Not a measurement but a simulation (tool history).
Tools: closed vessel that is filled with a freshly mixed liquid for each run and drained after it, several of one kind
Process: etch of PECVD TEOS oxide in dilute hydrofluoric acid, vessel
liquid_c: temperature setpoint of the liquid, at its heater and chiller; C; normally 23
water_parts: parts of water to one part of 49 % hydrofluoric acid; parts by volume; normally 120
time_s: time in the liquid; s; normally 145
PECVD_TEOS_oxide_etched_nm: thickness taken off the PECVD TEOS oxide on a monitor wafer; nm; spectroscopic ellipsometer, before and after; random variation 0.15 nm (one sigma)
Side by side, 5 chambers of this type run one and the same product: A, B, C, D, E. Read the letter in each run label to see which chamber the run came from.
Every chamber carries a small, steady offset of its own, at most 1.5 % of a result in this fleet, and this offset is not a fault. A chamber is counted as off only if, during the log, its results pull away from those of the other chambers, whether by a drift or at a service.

run   hour  liquid_c  water_parts  time_s  hours since the thermometer was replaced  hours since the hydrofluoric acid flow meter was replaced  read-back film thickness of the PECVD TEOS oxide reference wafer, read on the same gauge (nm)  PECVD_TEOS_oxide_etched_nm
 1E    2.1        23          120     145                                     648.4                                                      418.6                                                                                         30.003                     15.6370
 2D    6.1        23          120     145                                    1805.3                                                     1646.7                                                                                         29.998                     15.9160
       7.8  -- chamber D: thermometer replaced
 3B    8.6        23          120     145                                    2347.3                                                      467.6                                                                                         30.022                     15.7670
 4C   11.9        23          120     145                                     858.4                                                      213.7                                                                                         29.985                     15.8190
 5A   15.9        23          120     145                                     714.4                                                      486.2                                                                                         30.011                     15.7520
 6D   19.6        23          120     145                                      11.8                                                     1660.2                                                                                         30.007                     16.0400
 7B   23.3        23          120     145                                    2362.0                                                      482.3                                                                                         29.992                     15.7420
 8A   27.2        23          120     145                                     725.7                                                      497.5                                                                                         30.009                     15.6130
 9C   30.4        23          120     145                                     876.9                                                      232.2                                                                                         29.992                     15.9000
10E   33.1        23          120     145                                     679.4                                                      449.6                                                                                         30.025                     15.7800
11E   36.5        23          120     145                                     682.8                                                      453.0                                                                                         30.018                     15.9970
12B   38.7        23          120     145                                    2377.4                                                      497.7                                                                                         29.994                     15.6400
13D   43.1        23          120     145                                      35.3                                                     1683.7                                                                                         29.985                     15.9640
14C   46.6        23          120     145                                     893.1                                                      248.4                                                                                         29.979                     16.0830
15A   48.9        18          120     100                                     747.4                                                      519.2                                                                                         30.027                      8.8056
16E   51.6        18          120     100                                     697.9                                                      468.1                                                                                         29.981                      8.8422
17A   54.8        18          120     100                                     753.3                                                      525.1                                                                                         29.999                      8.8052
18C   57.6        18          120     100                                     904.1                                                      259.4                                                                                         29.979                      8.9844
19D   59.6        18          120     100                                      51.8                                                     1700.2                                                                                         30.001                      8.9667
20B   62.8        23          120     145                                    2401.5                                                      521.8                                                                                         29.991                     15.5840
21A   66.2        23          120     145                                     764.7                                                      536.5                                                                                         30.004                     15.7520
22B   69.3        23          120     145                                    2408.0                                                      528.3                                                                                         29.971                     15.8430
23D   72.8        23          120     145                                      65.0                                                     1713.4                                                                                         30.010                     15.9390
24C   77.0        23          120     145                                     923.5                                                      278.8                                                                                         29.997                     15.9760
25E   79.2        23          120     145                                     725.5                                                      495.7                                                                                         30.027                     15.9210
26B   83.4        23          120     145                                    2422.1                                                      542.4                                                                                         30.017                     15.8810
27E   85.8        23          120     145                                     732.1                                                      502.3                                                                                         29.992                     15.8060
28C   89.8        23          120     145                                     936.3                                                      291.6                                                                                         29.980                     15.9100
29A   94.3        23          120     145                                     792.8                                                      564.6                                                                                         30.006                     16.0760
30D   96.5        23          120     145                                      88.7                                                     1737.1                                                                                         29.990                     15.8270
31D   98.6        23          120     145                                      90.8                                                     1739.2                                                                                         29.995                     15.9850
32C  100.9        23          120     145                                     947.4                                                      302.7                                                                                         29.970                     15.7670
33A  103.3        23          120     145                                     801.8                                                      573.6                                                                                         30.000                     16.5840
34B  107.0        23          120     145                                    2445.7                                                      566.0                                                                                         29.979                     15.6220
35E  110.9        23          120     145                                     757.2                                                      527.4                                                                                         30.018                     15.6390
36A  113.2        23          120     145                                     811.7                                                      583.5                                                                                         29.968                     16.7290
37C  116.5        23          120     145                                     963.0                                                      318.3                                                                                         30.021                     16.0790
     118.5  -- chamber B: hydrofluoric acid flow meter replaced
38B  119.1        23          120     145                                    2457.8                                                        0.7                                                                                         30.012                     15.7180
39D  121.7        23          120     145                                     113.9                                                     1762.3                                                                                         29.992                     15.9050
40E  123.9        23          120     145                                     770.2                                                      540.4                                                                                         30.025                     15.7990
41A  127.2        23          120     145                                     825.7                                                      597.5                                                                                         29.984                     16.9050
42E  129.2        23          120     145                                     775.5                                                      545.7                                                                                         29.986                     15.8050
43C  133.4        23          120     145                                     979.9                                                      335.2                                                                                         29.994                     16.0030

Decide between three cases: one chamber stands off from its peers, the gauge reading all wafers drifts, or nothing is wrong past each chamber's small offset. Where a chamber is off, say which and what most likely put it there.

One chamber, A, drifts off from the rest bit by bit.
Cause: hydrofluoric acid flow above the setpoint (%) = 8.61.
The log may not separate it from: liquid hotter than its thermometer reads (K).

Below are 4 candidate recipes for chamber A's next run, each the usual settings with a change, their results shown as question marks. Which of them brings A's results back in line with what the other chambers give on the usual settings?
Counts as in line when no further than this from what the other chambers average on the usual settings: PECVD_TEOS_oxide_etched_nm 0.5300 nm
44A-1  136.7      21.0          120     145                                                                                                                                                                                                                               ?
44A-2  136.7      23.0          120     150                                                                                                                                                                                                                               ?
44A-3  136.7      22.5          120     145                                                                                                                                                                                                                               ?
44A-4  136.7      23.0          115     150                                                                                                                                                                                                                               ?

Mean of the other chambers on the usual settings: PECVD_TEOS_oxide_etched_nm 15.8400 nm
  run  PECVD_TEOS_oxide_etched_nm
44A-1                     15.8080
44A-2                     17.7360
44A-3                     16.8010
44A-4                     18.6120
44A-1 is the one that brings the chamber's results back in line with the other chambers.

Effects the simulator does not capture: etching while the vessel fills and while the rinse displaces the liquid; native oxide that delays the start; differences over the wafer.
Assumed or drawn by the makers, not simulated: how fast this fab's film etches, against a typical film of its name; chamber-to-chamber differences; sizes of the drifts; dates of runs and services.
